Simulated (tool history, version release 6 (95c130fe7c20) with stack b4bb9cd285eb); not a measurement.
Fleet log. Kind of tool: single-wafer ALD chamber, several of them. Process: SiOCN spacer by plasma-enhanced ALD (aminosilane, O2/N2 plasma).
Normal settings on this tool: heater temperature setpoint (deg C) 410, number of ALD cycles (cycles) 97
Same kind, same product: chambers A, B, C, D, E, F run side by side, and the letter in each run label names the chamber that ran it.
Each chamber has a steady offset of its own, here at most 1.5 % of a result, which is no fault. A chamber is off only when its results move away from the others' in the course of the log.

run     day  heater temperature setpoint (deg C)  number of ALD cycles (cycles)  read-back reference wafer on the same gauge, thickness_nm  mean film thickness on the monitor wafer (Å)
 1B   0.475                                  410                             97                                                      4.838                                        56.213
 2A   0.846                                  410                             97                                                     4.8371                                        56.344
 3C   1.342                                  410                             97                                                      4.838                                         56.82
 4D   1.717                                  410                             97                                                     4.8375                                        57.084
 5E   2.029                                  410                             97                                                     4.8364                                        56.694
 6F   2.492                                  418                             97                                                     4.8378                                         55.07
 7B   2.958                                  418                             97                                                     4.8363                                         54.79
 8D   3.267                                  418                             97                                                     4.8304                                        55.645
 9A    3.65                                  418                             97                                                     4.8313                                        55.069
10C   3.879                                  418                             97                                                      4.832                                        55.211
11F   4.388                                  418                             97                                                     4.8316                                        55.288
12E   4.717                                  410                             97                                                     4.8303                                        56.321
13F    5.05                                  410                             97                                                     4.8294                                         56.64
14C   5.554                                  416                             86                                                     4.8295                                        49.174
15B   5.921                                  416                             86                                                     4.8282                                        48.702
16D   6.212                                  416                             86                                                     4.8304                                        49.662
17E   6.692                                  416                             86                                                     4.8272                                        49.121
18A   7.138                                  416                             86                                                     4.8248                                        48.973
19B   7.642                                  416                             86                                                      4.823                                        48.669
20D   8.108                                  410                             97                                                      4.826                                        56.869
21A   8.533                                  410                             97                                                     4.8207                                        56.076
22E   8.983                                  410                             97                                                     4.8205                                        56.498
23C   9.321                                  410                             97                                                     4.8191                                        56.419
24F   9.646                                  410                             97                                                     4.8189                                        56.453
25C   9.942                                  410                             97                                                     4.8198                                        56.616
26D  10.171                                  410                             97                                                     4.8184                                        56.915
27A  10.433                                  410                             97                                                     4.8173                                        55.964
28B  10.679                                  410                             97                                                     4.8174                                        55.806
29F  10.954                                  410                             97                                                     4.8155                                        56.395
30E  11.183                                  410                             97                                                     4.8153                                        56.321
31F  11.692                                  423                             86                                                     4.8176                                        47.937
32E  11.925                                  423                             86                                                     4.8172                                        48.038
33A  12.254                                  423                             86                                                     4.8148                                        47.678
34C    12.7                                  423                             86                                                      4.813                                        47.964
35D  12.971                                  423                             86                                                     4.8125                                        48.413
     13.158  -- chamber E: thermocouple changed; heater temperature recalibrated
36B  13.379                                  423                             86                                                     4.8138                                        47.389
37F  13.796                                  410                             97                                                     4.8119                                        56.258
38E  14.242                                  410                             97                                                     4.8096                                        56.487
39A  14.683                                  410                             97                                                      4.809                                         55.99
40C  14.988                                  410                             97                                                     4.8087                                        56.417
41B  15.362                                  410                             82                                                     4.8059                                        47.004
42D  15.775                                  410                             82                                                     4.8086                                        48.007

One chamber off, gauge drift, or nothing amiss beyond the chambers' own small offsets? If it is a chamber, which one, and what is the likeliest cause?

None of the chambers is off. What moves is the gauge, dragging all their readings along together.
What lies behind it: gauge reads low (%) = 0.689.
